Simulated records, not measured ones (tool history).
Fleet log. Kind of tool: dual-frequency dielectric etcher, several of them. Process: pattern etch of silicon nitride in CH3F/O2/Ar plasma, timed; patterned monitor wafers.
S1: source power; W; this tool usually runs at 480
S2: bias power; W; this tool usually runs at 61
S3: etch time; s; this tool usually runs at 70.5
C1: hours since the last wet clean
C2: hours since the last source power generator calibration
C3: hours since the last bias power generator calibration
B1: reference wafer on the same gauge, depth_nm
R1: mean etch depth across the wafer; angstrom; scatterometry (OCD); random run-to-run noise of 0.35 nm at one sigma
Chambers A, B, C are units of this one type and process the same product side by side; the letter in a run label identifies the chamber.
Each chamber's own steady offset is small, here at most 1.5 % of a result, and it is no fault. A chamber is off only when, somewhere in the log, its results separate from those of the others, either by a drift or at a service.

run	day	S1	S2	S3	C1	C2	C3	B1	R1
1B	0.175	480	61	70.5	148	522.8	1887.2	44.506	493.6
2C	0.492	480	61	70.5	289	373.6	846	44.421	502.48
3A	0.758	480	61	70.5	245	1751.7	726.6	44.415	509.67
4B	1.012	480	61	70.5	168.1	542.9	1907.3	44.419	494.87
5C	1.204	480	61	70.5	306.1	390.7	863.1	44.437	503.47
6A	1.562	480	61	70.5	264.3	1771	745.9	44.432	499.5
7C	1.808	480	61	70.5	320.6	405.2	877.6	44.427	499.4
8A	2.15	480	61	70.5	278.4	1785.1	760	44.364	498.37
9B	2.433	480	61	70.5	202.2	577	1941.4	44.444	489.74
10B	2.729	480	61	70.5	209.3	584.1	1948.5	44.396	489.95
11C	2.921	440	61	70.5	347.3	431.9	904.3	44.398	485.23
12A	3.129	440	61	70.5	301.9	1808.6	783.5	44.33	485.93
13A	3.362	440	61	70.5	307.5	1814.2	789.1	44.373	480.77
14C	3.579	480	61	70.5	363.1	447.7	920.1	44.424	502.33
15B	3.783	480	61	70.5	234.6	609.4	1973.8	44.358	485.57
16B	4.088	480	61	70.5	241.9	616.7	1981.1	44.379	489.51
17C	4.325	480	61	70.5	381	465.6	938	44.434	503.24
18A	4.554	480	61	70.5	336.1	1842.8	817.7	44.397	498.71
19A	4.725	480	61	70.5	340.2	1846.9	821.8	44.315	500.52
20C	4.888	480	61	70.5	394.5	479.1	951.5	44.445	504.61
21B	5.196	480	61	70.5	268.5	643.3	2007.7	44.365	482.99
22A	5.458	480	61	70.5	357.8	1864.5	839.4	44.365	504.17
23C	5.729	480	61	70.5	414.7	499.3	971.7	44.399	507.05
24B	6.038	480	61	70.5	288.7	663.5	2027.9	44.36	482.25
25B	6.267	480	61	70.5	294.2	669	2033.4	44.4	476.48
26C	6.633	480	61	70.5	436.4	521	993.4	44.356	501.54
27A	7.004	480	61	70.5	394.9	1901.6	876.5	44.463	496.56
28C	7.354	480	61	70.5	453.7	538.3	1010.7	44.407	507.65
29B	7.679	480	61	70.5	328.1	702.9	2067.3	44.379	475.23
30A	8.004	480	61	70.5	418.9	1925.6	900.5	44.39	498.3
31B	8.375	480	61	70.5	344.8	719.6	2084	44.456	474.91
# day 8.567: chamber C: wet clean of the chamber
32C	8.717	480	61	70.5	3.7	571	1043.4	44.383	506.84
33A	8.921	480	61	70.5	440.9	1947.6	922.5	44.403	502.26
34A	9.288	480	61	70.5	449.7	1956.4	931.3	44.398	505.54
35B	9.471	480	61	70.5	371.1	745.9	2110.3	44.39	474.49
36C	9.812	480	61	70.5	30	597.3	1069.7	44.442	498.19

Has any chamber moved away from the others, gradually or after a service, or does the common gauge drift, or do the chambers differ only by their own small steady offsets? State the chamber and the most likely cause if one applies.

It is chamber B that slowly wanders off from its peers.
Cause: etch rate under this chamber's usual, % = 5.03.

Below are 4 candidate recipes for chamber B's next run, each the usual settings with a change, their results shown as question marks. Which of them brings B's results back in line with what the other chambers give on the usual settings?
A result is in line if it is within this distance of the other chambers' mean on the usual settings: R1 12 angstrom
37B-1	10.083	580	71	70.5					?
37B-2	10.083	470	61	66.5					?
37B-3	10.083	480	40	70.5					?
37B-4	10.083	560	61	70.5					?

The mean the other chambers reach with the usual settings: R1 502.37 angstrom
run	R1
37B-1	531.95
37B-2	439.8
37B-3	412.49
37B-4	499.21
37B-4 brings the chamber back in line.
